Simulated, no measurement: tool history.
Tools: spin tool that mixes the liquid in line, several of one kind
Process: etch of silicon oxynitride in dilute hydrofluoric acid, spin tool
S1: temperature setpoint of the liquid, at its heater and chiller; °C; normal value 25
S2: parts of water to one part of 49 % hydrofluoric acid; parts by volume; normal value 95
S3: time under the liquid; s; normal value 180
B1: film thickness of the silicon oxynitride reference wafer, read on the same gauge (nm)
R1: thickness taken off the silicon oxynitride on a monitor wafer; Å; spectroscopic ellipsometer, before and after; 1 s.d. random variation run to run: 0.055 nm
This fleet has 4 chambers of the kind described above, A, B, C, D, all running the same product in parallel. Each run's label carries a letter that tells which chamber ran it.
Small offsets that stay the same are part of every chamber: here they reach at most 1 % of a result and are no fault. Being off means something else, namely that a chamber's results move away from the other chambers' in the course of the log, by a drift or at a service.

{"run": "1D", "hour": 14.1, "S1": 25, "S2": 95, "S3": 180, "B1": 120.0, "R1": 55.385}
{"run": "2A", "hour": 24.1, "S1": 25, "S2": 95, "S3": 180, "B1": 120.01, "R1": 55.315}
{"run": "3B", "hour": 35.0, "S1": 25, "S2": 95, "S3": 180, "B1": 119.99, "R1": 55.22}
{"run": "4C", "hour": 46.6, "S1": 25, "S2": 95, "S3": 180, "B1": 120.0, "R1": 56.732}
{"run": "5C", "hour": 59.6, "S1": 25, "S2": 95, "S3": 180, "B1": 120.01, "R1": 55.3}
{"run": "6A", "hour": 66.2, "S1": 25, "S2": 60, "S3": 180, "B1": 120.0, "R1": 89.698}
{"run": "7D", "hour": 76.8, "S1": 25, "S2": 60, "S3": 180, "B1": 119.98, "R1": 91.771}
{"run": "8B", "hour": 90.2, "S1": 25, "S2": 60, "S3": 180, "B1": 120.0, "R1": 90.94}
{"hour": 97.5, "done": "chamber C: hydrofluoric acid flow meter replaced"}
{"run": "9D", "hour": 98.1, "S1": 25, "S2": 60, "S3": 180, "B1": 119.99, "R1": 88.866}
{"run": "10C", "hour": 108.2, "S1": 25, "S2": 95, "S3": 180, "B1": 119.99, "R1": 55.62}
{"run": "11A", "hour": 116.3, "S1": 25, "S2": 95, "S3": 180, "B1": 119.99, "R1": 55.69}
{"run": "12B", "hour": 123.5, "S1": 25, "S2": 95, "S3": 180, "B1": 120.02, "R1": 55.294}
{"run": "13C", "hour": 132.9, "S1": 25, "S2": 95, "S3": 180, "B1": 120.01, "R1": 55.093}
{"run": "14A", "hour": 144.6, "S1": 25, "S2": 95, "S3": 180, "B1": 119.98, "R1": 55.796}
{"run": "15D", "hour": 156.0, "S1": 25, "S2": 95, "S3": 180, "B1": 119.98, "R1": 55.806}
{"run": "16B", "hour": 163.2, "S1": 25, "S2": 95, "S3": 180, "B1": 119.98, "R1": 55.843}
{"run": "17B", "hour": 172.8, "S1": 25, "S2": 135, "S3": 180, "B1": 119.99, "R1": 38.0}
{"run": "18D", "hour": 186.8, "S1": 25, "S2": 135, "S3": 180, "B1": 119.98, "R1": 37.544}
{"run": "19A", "hour": 198.6, "S1": 25, "S2": 135, "S3": 180, "B1": 120.03, "R1": 37.903}
{"run": "20C", "hour": 212.0, "S1": 25, "S2": 135, "S3": 180, "B1": 120.02, "R1": 37.069}
{"run": "21B", "hour": 220.3, "S1": 25, "S2": 95, "S3": 180, "B1": 120.02, "R1": 54.637}
{"run": "22D", "hour": 226.6, "S1": 25, "S2": 95, "S3": 180, "B1": 120.0, "R1": 55.33}
{"run": "23A", "hour": 233.4, "S1": 25, "S2": 95, "S3": 180, "B1": 120.01, "R1": 54.32}
{"run": "24C", "hour": 240.2, "S1": 25, "S2": 95, "S3": 180, "B1": 120.01, "R1": 55.833}
{"run": "25B", "hour": 249.0, "S1": 25, "S2": 95, "S3": 180, "B1": 120.0, "R1": 54.856}
{"run": "26C", "hour": 255.5, "S1": 25, "S2": 95, "S3": 180, "B1": 120.0, "R1": 55.286}
{"run": "27A", "hour": 265.1, "S1": 25, "S2": 95, "S3": 180, "B1": 119.99, "R1": 54.513}
{"run": "28D", "hour": 275.0, "S1": 25, "S2": 130, "S3": 180, "B1": 119.99, "R1": 39.281}
{"run": "29C", "hour": 285.4, "S1": 25, "S2": 130, "S3": 180, "B1": 120.0, "R1": 38.766}
{"run": "30A", "hour": 294.9, "S1": 25, "S2": 130, "S3": 180, "B1": 120.01, "R1": 38.518}
{"run": "31B", "hour": 301.6, "S1": 25, "S2": 130, "S3": 180, "B1": 120.0, "R1": 39.088}
{"run": "32D", "hour": 310.6, "S1": 25, "S2": 95, "S3": 180, "B1": 119.99, "R1": 56.085}
{"run": "33B", "hour": 321.6, "S1": 25, "S2": 95, "S3": 180, "B1": 120.01, "R1": 54.884}
{"hour": 329.6, "done": "chamber B: hydrofluoric acid flow meter replaced"}
{"run": "34A", "hour": 331.9, "S1": 25, "S2": 95, "S3": 180, "B1": 120.0, "R1": 53.103}
{"run": "35D", "hour": 339.8, "S1": 25, "S2": 95, "S3": 180, "B1": 119.98, "R1": 54.615}
{"hour": 344.4, "done": "chamber C: thermometer replaced"}
{"run": "36C", "hour": 352.3, "S1": 25, "S2": 95, "S3": 180, "B1": 120.02, "R1": 55.731}
{"run": "37D", "hour": 361.6, "S1": 25, "S2": 95, "S3": 180, "B1": 119.99, "R1": 55.001}
{"run": "38C", "hour": 369.8, "S1": 25, "S2": 95, "S3": 180, "B1": 119.99, "R1": 56.597}
{"run": "39A", "hour": 383.3, "S1": 25, "S2": 95, "S3": 180, "B1": 119.99, "R1": 53.071}
{"run": "40B", "hour": 396.3, "S1": 25, "S2": 95, "S3": 275, "B1": 120.01, "R1": 85.872}
{"run": "41A", "hour": 405.0, "S1": 25, "S2": 95, "S3": 275, "B1": 119.99, "R1": 79.533}
{"run": "42B", "hour": 416.0, "S1": 25, "S2": 95, "S3": 275, "B1": 120.0, "R1": 83.93}
{"run": "43C", "hour": 422.2, "S1": 25, "S2": 95, "S3": 275, "B1": 120.01, "R1": 85.498}

Predict what each chamber gives when all 4 of them run the settings below next.
{"run": "44A", "hour": 432.4, "S1": 25, "S2": 95, "S3": 245, "R1": "?"}
{"run": "44B", "hour": 432.4, "S1": 25, "S2": 95, "S3": 245, "R1": "?"}
{"run": "44C", "hour": 432.4, "S1": 25, "S2": 95, "S3": 245, "R1": "?"}
{"run": "44D", "hour": 432.4, "S1": 25, "S2": 95, "S3": 245, "R1": "?"}

run=44A R1=70.938
run=44B R1=75.841
run=44C R1=77.038
run=44D R1=76.033
